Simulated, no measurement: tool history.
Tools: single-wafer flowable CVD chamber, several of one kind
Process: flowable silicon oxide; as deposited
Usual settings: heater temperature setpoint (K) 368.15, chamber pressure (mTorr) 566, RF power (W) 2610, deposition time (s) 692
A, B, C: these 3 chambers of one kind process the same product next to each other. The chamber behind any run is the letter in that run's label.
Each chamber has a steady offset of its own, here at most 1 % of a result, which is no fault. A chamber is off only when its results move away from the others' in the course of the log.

run     day  heater temperature setpoint (K)  chamber pressure (mTorr)  RF power (W)  deposition time (s)  hours since the last thermocouple change  hours since the last RF generator calibration  hours since the last manometer calibration  read-back reference wafer on the same gauge, thickness_nm  mean film thickness on the monitor wafer (angstrom)
 1B   0.488                           368.15                       566          2610                  692                                     129.7                                          624.9                                       363.4                                                     329.90                                               3235.8
 2C   0.967                           368.15                       566          2610                  692                                    1813.0                                         1097.8                                       855.7                                                     330.15                                               3228.2
 3A   1.308                           368.15                       566          2610                  692                                    1005.7                                         1085.7                                       645.8                                                     330.22                                               3245.6
 4C   1.821                           368.15                       566          2610                  692                                    1833.5                                         1118.3                                       876.2                                                     330.05                                               3181.6
 5B   2.171                           368.15                       566          2610                  628                                     170.1                                          665.3                                       403.8                                                     329.91                                               2899.3
 6A   2.738                           368.15                       566          2610                  628                                    1040.0                                         1120.0                                       680.1                                                     330.30                                               2928.3
 7B   3.112                           368.15                       566          2610                  628                                     192.7                                          687.9                                       426.4                                                     330.22                                               2919.5
 8C   3.633                           368.15                       566          2610                  692                                    1877.0                                         1161.8                                       919.7                                                     329.98                                               3205.7
 9A   4.154                           360.15                       566          3005                  692                                    1074.0                                         1154.0                                       714.1                                                     329.80                                               4250.8
10C   4.550                           360.15                       566          3005                  692                                    1899.0                                         1183.8                                       941.7                                                     330.11                                               4157.7
11B   5.108                           360.15                       566          3005                  692                                     240.6                                          735.8                                       474.3                                                     329.96                                               4183.8
12A   5.408                           368.15                       566          2610                  692                                    1104.1                                         1184.1                                       744.2                                                     329.87                                               3237.8
13C   6.021                           368.15                       566          2610                  692                                    1934.3                                         1219.1                                       977.0                                                     330.04                                               3215.8
14A   6.504                           368.15                       566          2610                  692                                    1130.4                                         1210.4                                       770.5                                                     329.81                                               3253.8
15B   6.967                           368.15                       566          2610                  692                                     285.2                                          780.4                                       518.9                                                     329.87                                               3211.4
      7.183  -- chamber A: thermocouple changed; heater temperature recalibrated
16B   7.350                           368.15                       566          2610                  692                                     294.4                                          789.6                                       528.1                                                     330.22                                               3217.1
17A   7.725                           368.15                       566          2610                  692                                      13.1                                         1239.7                                       799.8                                                     330.05                                               3357.3
18C   8.346                           368.15                       566          2610                  692                                    1990.1                                         1274.9                                      1032.8                                                     330.13                                               3199.0
19A   8.767                           368.15                       566          2610                  692                                      38.1                                         1264.7                                       824.8                                                     329.98                                               3355.2
20C   9.071                           368.15                       566          2610                  692                                    2007.5                                         1292.3                                      1050.2                                                     330.07                                               3216.5
21B   9.421                           368.15                       566          2610                  692                                     344.1                                          839.3                                       577.8                                                     329.80                                               3202.3
22C   9.975                           368.15                       566          2610                  692                                    2029.2                                         1314.0                                      1071.9                                                     330.43                                               3216.9
23A  10.438                           368.15                       566          2610                  692                                      78.2                                         1304.8                                       864.9                                                     329.77                                               3367.5
     10.804  -- chamber B: RF generator calibrated
24B  10.921                           368.15                       566          2610                  692                                     380.1                                            2.8                                       613.8                                                     329.73                                               3208.3
25B  11.517                           368.15                       566          2610                  692                                     394.4                                           17.1                                       628.1                                                     330.08                                               3218.0
26C  11.921                           368.15                       566          2610                  692                                    2075.9                                         1360.7                                      1118.6                                                     330.07                                               3207.6
27A  12.396                           368.15                       566          2610                  692                                     125.2                                         1351.8                                       911.9                                                     330.07                                               3339.0
28C  12.979                           368.15                       566          2610                  692                                    2101.3                                         1386.1                                      1144.0                                                     329.85                                               3197.8
29A  13.567                           368.15                       566          2610                  692                                     153.3                                         1379.9                                       940.0                                                     329.67                                               3379.5
30B  14.183                           368.15                       566          2610                  692                                     458.4                                           81.1                                       692.1                                                     330.02                                               3212.8
31B  14.683                           368.15                       566          2165                  763                                     470.4                                           93.1                                       704.1                                                     330.14                                               3445.8
32C  15.183                           368.15                       566          2165                  763                                    2154.2                                         1439.0                                      1196.9                                                     329.59                                               3441.2
33A  15.750                           368.15                       566          2165                  763                                     205.7                                         1432.3                                       992.4                                                     329.92                                               3592.2
34B  16.092                           368.15                       566          2610                  692                                     504.2                                          126.9                                       737.9                                                     330.07                                               3211.9

Is one chamber off against the others, does the gauge drift, or is nothing wrong? If a chamber is off, say which, and what the likeliest cause is.

Chamber A came out of a service off from its peers and stayed that way.
Most likely cause: wafer temperature below the value expected at the setpoint (K) = 1.22.

Chamber A could run next with any of the 4 candidate recipes listed below; each alters the usual settings, and their results appear as question marks. Which one brings its results back in line with what the other chambers deliver on the usual settings?
Allowed miss from the other chambers' usual-settings mean, per result, to count as in line: mean film thickness on the monitor wafer (angstrom) 40.0
35A-1  16.538                           368.15                       566          3280                  692                                                                                                                                                                                                                                                    ?
35A-2  16.538                           368.15                       566          2610                  675                                                                                                                                                                                                                                                    ?
35A-3  16.538                           369.15                       561          2610                  689                                                                                                                                                                                                                                                    ?
35A-4  16.538                           367.15                       572          2610                  692                                                                                                                                                                                                                                                    ?

Usual-settings mean across the other chambers: mean film thickness on the monitor wafer (angstrom) 3212.9
  run  mean film thickness on the monitor wafer (angstrom)
35A-1                                               3437.3
35A-2                                               3284.1
35A-3                                               3203.0
35A-4                                               3532.6
It is 35A-3 that realigns the chamber with its peers.
